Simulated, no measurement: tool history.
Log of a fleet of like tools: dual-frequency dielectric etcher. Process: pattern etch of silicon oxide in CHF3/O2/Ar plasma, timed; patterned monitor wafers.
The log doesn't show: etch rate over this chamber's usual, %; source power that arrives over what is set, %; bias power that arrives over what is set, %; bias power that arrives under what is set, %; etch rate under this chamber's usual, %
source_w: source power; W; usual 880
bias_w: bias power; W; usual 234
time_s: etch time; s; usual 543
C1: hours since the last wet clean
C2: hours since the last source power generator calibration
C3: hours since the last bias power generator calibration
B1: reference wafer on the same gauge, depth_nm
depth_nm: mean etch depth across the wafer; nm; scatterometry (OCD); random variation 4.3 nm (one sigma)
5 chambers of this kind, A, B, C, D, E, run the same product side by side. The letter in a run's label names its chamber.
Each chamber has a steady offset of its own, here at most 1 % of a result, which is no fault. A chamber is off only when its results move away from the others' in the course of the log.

run 1D hour=7.4 | source_w=880 bias_w=234 time_s=543 | C1=372 C2=521 C3=1975.6 | B1=1409.4 | depth_nm=1349.7
run 2E hour=17.3 | source_w=880 bias_w=234 time_s=543 | C1=215.6 C2=883.8 C3=2658.9 | B1=1410.7 | depth_nm=1355.8
run 3C hour=26 | source_w=880 bias_w=234 time_s=543 | C1=279.5 C2=189.3 C3=2043 | B1=1410.5 | depth_nm=1346.5
run 4A hour=30.7 | source_w=880 bias_w=234 time_s=543 | C1=315.7 C2=2561.6 C3=110.6 | B1=1409.9 | depth_nm=1356
run 5B hour=37.9 | source_w=880 bias_w=234 time_s=543 | C1=290.7 C2=876.1 C3=1111 | B1=1409.9 | depth_nm=1363.7
run 6D hour=47.4 | source_w=880 bias_w=234 time_s=543 | C1=412 C2=561 C3=2015.6 | B1=1411.2 | depth_nm=1358.5
run 7C hour=55.9 | source_w=880 bias_w=234 time_s=543 | C1=309.4 C2=219.2 C3=2072.9 | B1=1409.7 | depth_nm=1350
run 8B hour=64.3 | source_w=960 bias_w=234 time_s=671 | C1=317.1 C2=902.5 C3=1137.4 | B1=1410.9 | depth_nm=1738.4
run 9E hour=69.9 | source_w=960 bias_w=234 time_s=671 | C1=268.2 C2=936.4 C3=2711.5 | B1=1411.1 | depth_nm=1727.3
run 10A hour=77.2 | source_w=960 bias_w=234 time_s=671 | C1=362.2 C2=2608.1 C3=157.1 | B1=1410 | depth_nm=1732.8
run 11E hour=82.1 | source_w=960 bias_w=234 time_s=671 | C1=280.4 C2=948.6 C3=2723.7 | B1=1408.7 | depth_nm=1719.3
run 12C hour=89.7 | source_w=960 bias_w=234 time_s=671 | C1=343.2 C2=253 C3=2106.7 | B1=1409.8 | depth_nm=1726.5
-- hour=96.7 chamber E: bias power generator calibrated
run 13D hour=98.3 | source_w=880 bias_w=234 time_s=543 | C1=462.9 C2=611.9 C3=2066.5 | B1=1409.9 | depth_nm=1356.5
run 14B hour=104.6 | source_w=880 bias_w=234 time_s=543 | C1=357.4 C2=942.8 C3=1177.7 | B1=1410.6 | depth_nm=1356.4
run 15A hour=110.2 | source_w=880 bias_w=234 time_s=543 | C1=395.2 C2=2641.1 C3=190.1 | B1=1411.1 | depth_nm=1350.6
run 16B hour=120.1 | source_w=880 bias_w=234 time_s=543 | C1=372.9 C2=958.3 C3=1193.2 | B1=1409.1 | depth_nm=1356.3
run 17A hour=125.1 | source_w=880 bias_w=263 time_s=609 | C1=410.1 C2=2656 C3=205 | B1=1409.7 | depth_nm=1582.2
run 18D hour=135 | source_w=880 bias_w=263 time_s=609 | C1=499.6 C2=648.6 C3=2103.2 | B1=1410.3 | depth_nm=1583
run 19C hour=141.1 | source_w=880 bias_w=263 time_s=609 | C1=394.6 C2=304.4 C3=2158.1 | B1=1410.7 | depth_nm=1577.6
run 20E hour=150.3 | source_w=880 bias_w=263 time_s=609 | C1=348.6 C2=1016.8 C3=53.6 | B1=1410.3 | depth_nm=1565.7
run 21B hour=156 | source_w=880 bias_w=263 time_s=609 | C1=408.8 C2=994.2 C3=1229.1 | B1=1408.6 | depth_nm=1588.1
run 22C hour=165.5 | source_w=880 bias_w=216 time_s=543 | C1=419 C2=328.8 C3=2182.5 | B1=1408.8 | depth_nm=1318.4
run 23D hour=170.8 | source_w=880 bias_w=216 time_s=543 | C1=535.4 C2=684.4 C3=2139 | B1=1410.6 | depth_nm=1315.3
run 24E hour=179.5 | source_w=880 bias_w=216 time_s=543 | C1=377.8 C2=1046 C3=82.8 | B1=1410.2 | depth_nm=1299.9
run 25A hour=185.7 | source_w=880 bias_w=216 time_s=543 | C1=470.7 C2=2716.6 C3=265.6 | B1=1409.4 | depth_nm=1321.4
run 26C hour=193.3 | source_w=880 bias_w=216 time_s=543 | C1=446.8 C2=356.6 C3=2210.3 | B1=1410.4 | depth_nm=1317
run 27B hour=202.4 | source_w=880 bias_w=234 time_s=543 | C1=455.2 C2=1040.6 C3=1275.5 | B1=1408.5 | depth_nm=1370.6
run 28A hour=208.2 | source_w=880 bias_w=265 time_s=676 | C1=493.2 C2=2739.1 C3=288.1 | B1=1409.8 | depth_nm=1768.1
run 29D hour=212.7 | source_w=880 bias_w=265 time_s=676 | C1=577.3 C2=726.3 C3=2180.9 | B1=1410.9 | depth_nm=1763.3
run 30E hour=218.8 | source_w=880 bias_w=265 time_s=676 | C1=417.1 C2=1085.3 C3=122.1 | B1=1409.1 | depth_nm=1713.2
run 31D hour=224.2 | source_w=880 bias_w=265 time_s=676 | C1=588.8 C2=737.8 C3=2192.4 | B1=1410.7 | depth_nm=1760.2
run 32A hour=230.6 | source_w=880 bias_w=265 time_s=676 | C1=515.6 C2=2761.5 C3=310.5 | B1=1409.9 | depth_nm=1763.2
run 33E hour=239.6 | source_w=880 bias_w=234 time_s=543 | C1=437.9 C2=1106.1 C3=142.9 | B1=1409.8 | depth_nm=1311.2
run 34B hour=245.7 | source_w=880 bias_w=234 time_s=543 | C1=498.5 C2=1083.9 C3=1318.8 | B1=1410.1 | depth_nm=1365.7
run 35C hour=255.6 | source_w=880 bias_w=234 time_s=543 | C1=509.1 C2=418.9 C3=2272.6 | B1=1409.8 | depth_nm=1354.5
run 36B hour=260.2 | source_w=880 bias_w=234 time_s=543 | C1=513 C2=1098.4 C3=1333.3 | B1=1410.9 | depth_nm=1361.9

Is one chamber off against the others, does the gauge drift, or is nothing wrong? If a chamber is off, say which, and what the likeliest cause is.

Chamber E drifts away from the others.
Cause: etch rate under this chamber's usual, % = 3.4.

Here are 4 candidates for chamber E's next run, each the usual settings with a change, their results left as question marks. Which one brings its results back in line with what the others give on the usual settings?
In line means no further than this from the other chambers' mean on the usual settings: depth_nm 15 nm
run 37E-1 hour=267.4 | source_w=880 bias_w=287 time_s=543 | depth_nm=?
run 37E-2 hour=267.4 | source_w=870 bias_w=232 time_s=526 | depth_nm=?
run 37E-3 hour=267.4 | source_w=880 bias_w=236 time_s=561.5 | depth_nm=?
run 37E-4 hour=267.4 | source_w=870 bias_w=234 time_s=507.5 | depth_nm=?

The other chambers' mean on the usual settings: depth_nm 1356 nm
run=37E-1 depth_nm=1401.3
run=37E-2 depth_nm=1255.7
run=37E-3 depth_nm=1354.1
run=37E-4 depth_nm=1215.1
37E-3 brings the chamber back in line.
